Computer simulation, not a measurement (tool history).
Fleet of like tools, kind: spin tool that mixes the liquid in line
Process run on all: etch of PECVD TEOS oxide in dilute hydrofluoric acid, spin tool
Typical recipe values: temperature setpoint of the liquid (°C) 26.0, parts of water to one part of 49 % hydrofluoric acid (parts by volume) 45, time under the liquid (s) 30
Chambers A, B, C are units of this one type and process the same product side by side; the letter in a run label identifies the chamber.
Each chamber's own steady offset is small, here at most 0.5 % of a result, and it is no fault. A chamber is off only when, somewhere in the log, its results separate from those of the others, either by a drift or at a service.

run,hour,temperature setpoint of the liquid (°C),parts of water to one part of 49 % hydrofluoric acid (parts by volume),time under the liquid (s),"read-back film thickness of the PECVD TEOS oxide reference wafer, read on the same gauge (nm)",thickness taken off the PECVD TEOS oxide on a monitor wafer (nm)
1A,7.2,26.0,45,30,109.99,11.8620
2B,16.0,26.0,45,30,109.99,11.7670
3C,27.9,26.0,45,30,110.00,11.8780
4C,35.1,26.0,45,30,110.01,11.8920
5B,44.4,26.0,45,30,109.97,11.7490
6A,56.2,26.0,45,30,109.98,11.8890
7B,67.6,26.0,45,30,110.01,11.7640
8C,75.5,26.0,45,30,110.01,11.9580
9A,83.5,21.5,45,20,110.01,6.5947
10C,95.0,21.5,45,20,110.02,6.6041
11B,104.2,21.5,45,20,110.01,6.5306
12A,115.5,22.5,45,20,110.01,6.8675
13A,128.3,22.5,45,20,110.03,6.8654
14C,134.9,22.5,45,20,110.01,6.9057
15B,140.7,26.0,45,20,109.98,7.8104
16B,151.4,26.0,45,20,109.97,7.8081
17C,164.5,26.0,45,20,110.01,7.9734
18A,170.8,26.0,45,30,109.97,11.9000
19A,177.2,26.0,45,30,109.95,11.9500
20C,190.2,26.0,45,30,109.97,11.9420
# hour 195.9: chamber A: hydrofluoric acid flow meter replaced
# hour 199.7: chamber B: thermometer replaced
21B,199.9,26.0,30,30,109.95,17.6770
22C,211.4,26.0,30,30,110.02,18.3690
23B,221.5,26.0,30,30,110.00,17.7320
24A,234.3,26.0,45,30,109.97,11.9370
25B,244.0,26.0,45,30,110.02,11.6120
26C,250.5,26.0,45,30,110.00,11.9690
27A,258.7,26.0,45,30,110.02,11.8840
28B,270.1,26.0,45,30,109.99,11.5930
29C,276.9,26.0,45,30,109.99,11.9420
30A,284.3,26.0,45,30,109.99,11.9280
31A,296.1,26.0,45,30,110.04,11.8740
32C,309.3,24.5,45,15,110.01,5.6333
# hour 310.5: chamber C: thermometer replaced
33B,321.2,24.5,45,15,109.96,5.4115
34C,327.2,24.5,45,15,110.00,5.6047
35A,333.2,26.0,45,30,109.99,11.8820
36B,344.5,26.0,45,30,109.99,11.4980
37A,351.9,26.0,45,30,110.00,11.9140

What goes on in this fleet: one chamber off, a drifting gauge, or nothing beyond the chambers' own small offsets? Name the chamber and the cause, if any.

One chamber, B, drifts off from the rest bit by bit.
Likeliest cause: hydrofluoric acid flow below the setpoint (%) = 2.91.

Here are 4 candidates for chamber B's next run, each the usual settings with a change, their results left as question marks. Which one brings its results back in line with what the others give on the usual settings?
A result is in line if it is within this distance of the other chambers' mean on the usual settings: thickness taken off the PECVD TEOS oxide on a monitor wafer (nm) 0.1300
38B-1,361.6,26.5,45,30,,?
38B-2,361.6,27.0,45,30,,?
38B-3,361.6,25.0,45,30,,?
38B-4,361.6,25.5,45,30,,?

The mean the other chambers reach with the usual settings: thickness taken off the PECVD TEOS oxide on a monitor wafer (nm) 11.9030
run,thickness taken off the PECVD TEOS oxide on a monitor wafer (nm)
38B-1,11.6960
38B-2,11.9300
38B-3,11.0080
38B-4,11.2300
38B-2 brings the chamber back in line.
